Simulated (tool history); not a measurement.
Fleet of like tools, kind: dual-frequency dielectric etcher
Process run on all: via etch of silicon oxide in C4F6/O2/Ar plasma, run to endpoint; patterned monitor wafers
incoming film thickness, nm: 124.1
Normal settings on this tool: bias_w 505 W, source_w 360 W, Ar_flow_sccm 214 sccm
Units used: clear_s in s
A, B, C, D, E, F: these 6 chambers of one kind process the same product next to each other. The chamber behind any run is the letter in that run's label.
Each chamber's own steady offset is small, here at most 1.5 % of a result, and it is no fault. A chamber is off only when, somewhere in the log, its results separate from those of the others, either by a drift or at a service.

run,hour,bias_w,source_w,Ar_flow_sccm,hours since the last wet clean,hours since the last bias power generator calibration,hours since the last source power generator calibration,hours since the last Ar flow controller change,clear_s
1E,3.7,505,360,214,25.3,1184.5,519.1,2684.9,26.684
2D,6.1,505,360,214,75.3,703,4651.3,714,27.454
3C,10.3,505,360,214,49.3,696.4,613.2,2422.5,27.47
4B,13,505,360,214,39.2,1245.3,960.8,1196.4,27.641
5F,17.2,505,360,214,132.7,3436.7,992.1,2226.8,27.225
6A,22.4,505,360,214,257.7,2335.8,454,1540.5,27.383
7E,26.5,505,360,214,48.1,1207.3,541.9,2707.7,26.886
8D,30.1,505,360,214,99.3,727,4675.3,738,27.958
9F,33.7,505,360,214,149.2,3453.2,1008.6,2243.3,27.145
10A,38.6,505,360,214,273.9,2352,470.2,1556.7,27.216
11C,42.7,505,360,214,81.7,728.8,645.6,2454.9,27.541
12B,46.9,505,440,214,73.1,1279.2,994.7,1230.3,25.422
13E,50,505,440,214,71.6,1230.8,565.4,2731.2,24.953
14F,54.8,505,440,214,170.3,3474.3,1029.7,2264.4,25.414
15B,58.9,505,440,214,85.1,1291.2,1006.7,1242.3,25.138
16D,64,505,440,214,133.2,760.9,4709.2,771.9,25.916
17A,68.9,505,440,214,304.2,2382.3,500.5,1587,25.515
18C,72.9,505,360,214,111.9,759,675.8,2485.1,27.519
19F,76.4,505,360,214,191.9,3495.9,1051.3,2286,27.315
20A,81.7,505,360,214,317,2395.1,513.3,1599.8,26.968
21B,85.7,505,360,214,111.9,1318,1033.5,1269.1,27.093
22D,90.4,505,360,214,159.6,787.3,4735.6,798.3,28.512
23E,93,505,360,214,114.6,1273.8,608.4,2774.2,26.994
24C,96.4,505,360,214,135.4,782.5,699.3,2508.6,27.385
25E,99.5,505,360,163,121.1,1280.3,614.9,2780.7,26.165
26D,103.2,505,360,163,172.4,800.1,4748.4,811.1,27.323
27B,106.8,505,360,163,133,1339.1,1054.6,1290.2,26.349
28C,112.1,505,360,163,151.1,798.2,715,2524.3,27.048
29A,116.2,505,360,163,351.5,2429.6,547.8,1634.3,26.526
30F,120.5,505,360,163,236,3540,1095.4,2330.1,26.569
31F,124.1,505,360,214,239.6,3543.6,1099,2333.7,27.393
32A,126.5,505,360,214,361.8,2439.9,558.1,1644.6,26.825
33B,129.7,505,360,214,155.9,1362,1077.5,1313.1,27.41
34D,133.4,505,360,214,202.6,830.3,4778.6,841.3,28.687
35E,136,505,360,214,157.6,1316.8,651.4,2817.2,27.202
36C,141.1,505,360,214,180.1,827.2,744,2553.3,27.419
37F,146.2,389,320,214,261.7,3565.7,1121.1,2355.8,31.552
38B,150.8,389,320,214,177,1383.1,1098.6,1334.2,31.63

Has any chamber moved away from the others, gradually or after a service, or does the common gauge drift, or do the chambers differ only by their own small steady offsets? State the chamber and the most likely cause if one applies.

It is chamber D that slowly wanders off from its peers.
What lies behind it: etch rate under this chamber's usual, % = 5.2.

Below are 4 candidate recipes for chamber D's next run, each the usual settings with a change, their results shown as question marks. Which of them brings D's results back in line with what the other chambers give on the usual settings?
In-line tolerance around the mean of the other chambers on the usual settings: clear_s 0.8 s
39D-1,154.6,427,310,224,,,,,?
39D-2,154.6,548,390,208,,,,,?
39D-3,154.6,652,360,195,,,,,?
39D-4,154.6,423,360,225,,,,,?

Usual-settings mean across the other chambers: clear_s 27.264 s
run,clear_s
39D-1,32.863
39D-2,27.312
39D-3,26.13
39D-4,31.221
The right change is 39D-2: it brings the chamber back within the allowed miss of the others.
